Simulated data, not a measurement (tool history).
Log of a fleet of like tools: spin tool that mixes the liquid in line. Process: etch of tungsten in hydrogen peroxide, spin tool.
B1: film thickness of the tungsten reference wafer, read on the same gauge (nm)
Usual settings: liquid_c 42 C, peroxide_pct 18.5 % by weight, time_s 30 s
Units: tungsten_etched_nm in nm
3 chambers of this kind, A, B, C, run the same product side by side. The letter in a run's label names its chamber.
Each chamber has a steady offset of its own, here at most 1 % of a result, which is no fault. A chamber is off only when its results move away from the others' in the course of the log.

At hour 5: chamber C: new drum of peroxide connected.
Run 1B, hour 5.3: usual settings; B1 40.012. Result: tungsten_etched_nm 35.757 nm.
Run 2A, hour 10.5: usual settings; B1 40.003. Result: tungsten_etched_nm 35.58 nm.
Run 3C, hour 15.9: usual settings; B1 39.983. Result: tungsten_etched_nm 35.335 nm.
Run 4A, hour 22.1: usual settings; B1 39.969. Result: tungsten_etched_nm 35.808 nm.
Run 5B, hour 25.8: usual settings; B1 39.987. Result: tungsten_etched_nm 35.726 nm.
Run 6C, hour 29.6: usual settings; B1 40.025. Result: tungsten_etched_nm 35.345 nm.
Run 7B, hour 33.4: usual settings; B1 40. Result: tungsten_etched_nm 35.388 nm.
Run 8C, hour 37.1: usual settings but liquid_c 32.5 C, peroxide_pct 23.5 % by weight; B1 39.97. Result: tungsten_etched_nm 21.253 nm.
Run 9A, hour 42.5: usual settings but liquid_c 32.5 C, peroxide_pct 23.5 % by weight; B1 40.007. Result: tungsten_etched_nm 21.702 nm.
Run 10B, hour 46.1: usual settings but liquid_c 32.5 C, peroxide_pct 23.5 % by weight; B1 40.031. Result: tungsten_etched_nm 21.852 nm.
Run 11A, hour 49.3: usual settings; B1 40.016. Result: tungsten_etched_nm 36.559 nm.
Run 12C, hour 55.8: usual settings; B1 39.962. Result: tungsten_etched_nm 35.167 nm.
Run 13C, hour 59.6: usual settings; B1 40.039. Result: tungsten_etched_nm 35.987 nm.
Run 14B, hour 63.3: usual settings; B1 39.979. Result: tungsten_etched_nm 35.629 nm.
Run 15A, hour 68: usual settings; B1 40.002. Result: tungsten_etched_nm 37.072 nm.
Run 16B, hour 72.4: usual settings; B1 40.002. Result: tungsten_etched_nm 35.779 nm.
Run 17A, hour 78.3: usual settings; B1 39.987. Result: tungsten_etched_nm 37.223 nm.
Run 18C, hour 81.8: usual settings; B1 40.01. Result: tungsten_etched_nm 35.842 nm.
Run 19C, hour 87.4: usual settings but peroxide_pct 24 % by weight; B1 39.989. Result: tungsten_etched_nm 39.875 nm.
Run 20A, hour 90.6: usual settings but peroxide_pct 24 % by weight; B1 39.989. Result: tungsten_etched_nm 44.18 nm.

What goes on in this fleet: one chamber off, a drifting gauge, or nothing beyond the chambers' own small offsets? Name the chamber and the cause, if any.

Chamber A drifts away from the others.
Cause: liquid hotter than its thermometer reads (K) = 1.13.

Here are 4 candidates for chamber A's next run, each the usual settings with a change, their results left as question marks. Which one brings its results back in line with what the others give on the usual settings?
In line means no further than this from the other chambers' mean on the usual settings: tungsten_etched_nm 1.1 nm
Run 21A-1, hour 95.3: usual settings but peroxide_pct 21.5 % by weight. Result: tungsten_etched_nm ?.
Run 21A-2, hour 95.3: usual settings but liquid_c 42.5 C. Result: tungsten_etched_nm ?.
Run 21A-3, hour 95.3: usual settings but liquid_c 41.5 C. Result: tungsten_etched_nm ?.
Run 21A-4, hour 95.3: usual settings but peroxide_pct 16 % by weight. Result: tungsten_etched_nm ?.

The other chambers' mean on the usual settings: tungsten_etched_nm 35.482 nm
  run  tungsten_etched_nm
21A-1              41.245
21A-2              39.468
21A-3              37.028
21A-4              35.525
21A-4 brings the chamber back in line.

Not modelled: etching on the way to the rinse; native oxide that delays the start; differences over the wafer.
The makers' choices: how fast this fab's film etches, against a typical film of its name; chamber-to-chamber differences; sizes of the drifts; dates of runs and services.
